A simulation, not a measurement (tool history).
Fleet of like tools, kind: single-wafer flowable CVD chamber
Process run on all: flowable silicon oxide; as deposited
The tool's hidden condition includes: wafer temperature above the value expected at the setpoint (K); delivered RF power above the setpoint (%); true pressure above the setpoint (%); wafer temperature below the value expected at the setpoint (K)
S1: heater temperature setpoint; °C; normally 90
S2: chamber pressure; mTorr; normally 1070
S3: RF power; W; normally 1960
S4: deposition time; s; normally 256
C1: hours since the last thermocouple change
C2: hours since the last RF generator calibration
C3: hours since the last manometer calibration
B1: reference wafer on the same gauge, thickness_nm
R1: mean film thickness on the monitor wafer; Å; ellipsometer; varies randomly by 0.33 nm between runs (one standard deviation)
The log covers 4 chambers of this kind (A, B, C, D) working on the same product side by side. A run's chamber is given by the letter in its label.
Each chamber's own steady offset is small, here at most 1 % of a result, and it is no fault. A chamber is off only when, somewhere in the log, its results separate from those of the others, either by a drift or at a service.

run   hour  S1    S2    S3   S4      C1      C2      C3      B1      R1
 1D    5.1  90  1070  1960  256   260.7     978   988.8  363.09  3079.7
 2C   14.1  90  1070  1960  256   248.5    66.8   924.4  363.21  3077.1
 3B   20.7  90  1070  1960  256  2085.6    1858  2073.5  363.09  3088.3
 4A   26.2  90  1070  1960  256   806.9   258.7  1008.7   363.1  3078.5
 5C   35.4  90  1070  1960  256   269.8    88.1   945.7  363.32  3074.2
 6D   43.8  90  1070  1960  256   299.4  1016.7  1027.5  363.41  3080.4
      51.5  -- chamber D: capacitance manometer re-zeroed and calibrated
 7A   52.8  90  1070  1960  256   833.5   285.3  1035.3  363.44  3084.8
 8B   61.3  90  1070  1960  285  2126.2  1898.6  2114.1  363.53    3451
 9B   69.8  90  1070  1960  285  2134.7  1907.1  2122.6  363.51  3438.8
10D   78.1  90  1070  1960  285   333.7    1051    26.7  363.65  3437.1
11A   83.3  90  1070  1960  285     864   315.8  1065.8  363.62    3438
12C   93.1  90  1070  1960  256   327.5   145.8  1003.4  363.69  3085.9
13C   98.2  90  1070  1960  256   332.6   150.9  1008.5  363.86  3077.3
14A  103.9  90  1070  1960  256   884.6   336.4  1086.4  363.97  3090.9
     110.4  -- chamber B: RF generator calibrated
15B    114  90  1070  1960  256  2178.9     3.6  2166.8  363.99  3093.9
16D  120.3  90  1070  1960  256   375.9  1093.2    68.9  364.13  3084.6
17A  127.3  90  1070  1960  256     908   359.8  1109.8  364.09  3087.2
18C  134.8  90  1070  1960  256   369.2   187.5  1045.1  364.04  3086.9
     141.5  -- chamber B: capacitance manometer re-zeroed and calibrated
19D  144.9  90  1070  1960  256   400.5  1117.8    93.5  364.19    3087
20B  154.9  90  1070  2255  256  2219.8    44.5    13.4  364.32  3175.7
21A    160  90  1070  2255  256   940.7   392.5  1142.5  364.28  3171.5
22C  166.3  90  1070  2255  256   400.7     219  1076.6  364.45  3174.3
23D  175.7  90  1070  2255  256   431.3  1148.6   124.3  364.52  3171.9
24B  184.3  90  1070  2315  223  2249.2    73.9    42.8  364.54  2783.6

Next, all 4 chambers run the settings below, one line each with question marks for the results. What does each chamber give?
25A   192  90  1070  1960  256                   ?
25B   192  90  1070  1960  256                   ?
25C   192  90  1070  1960  256                   ?
25D   192  90  1070  1960  256                   ?

run      R1
25A  3091.1
25B  3105.6
25C  3088.8
25D  3089.2

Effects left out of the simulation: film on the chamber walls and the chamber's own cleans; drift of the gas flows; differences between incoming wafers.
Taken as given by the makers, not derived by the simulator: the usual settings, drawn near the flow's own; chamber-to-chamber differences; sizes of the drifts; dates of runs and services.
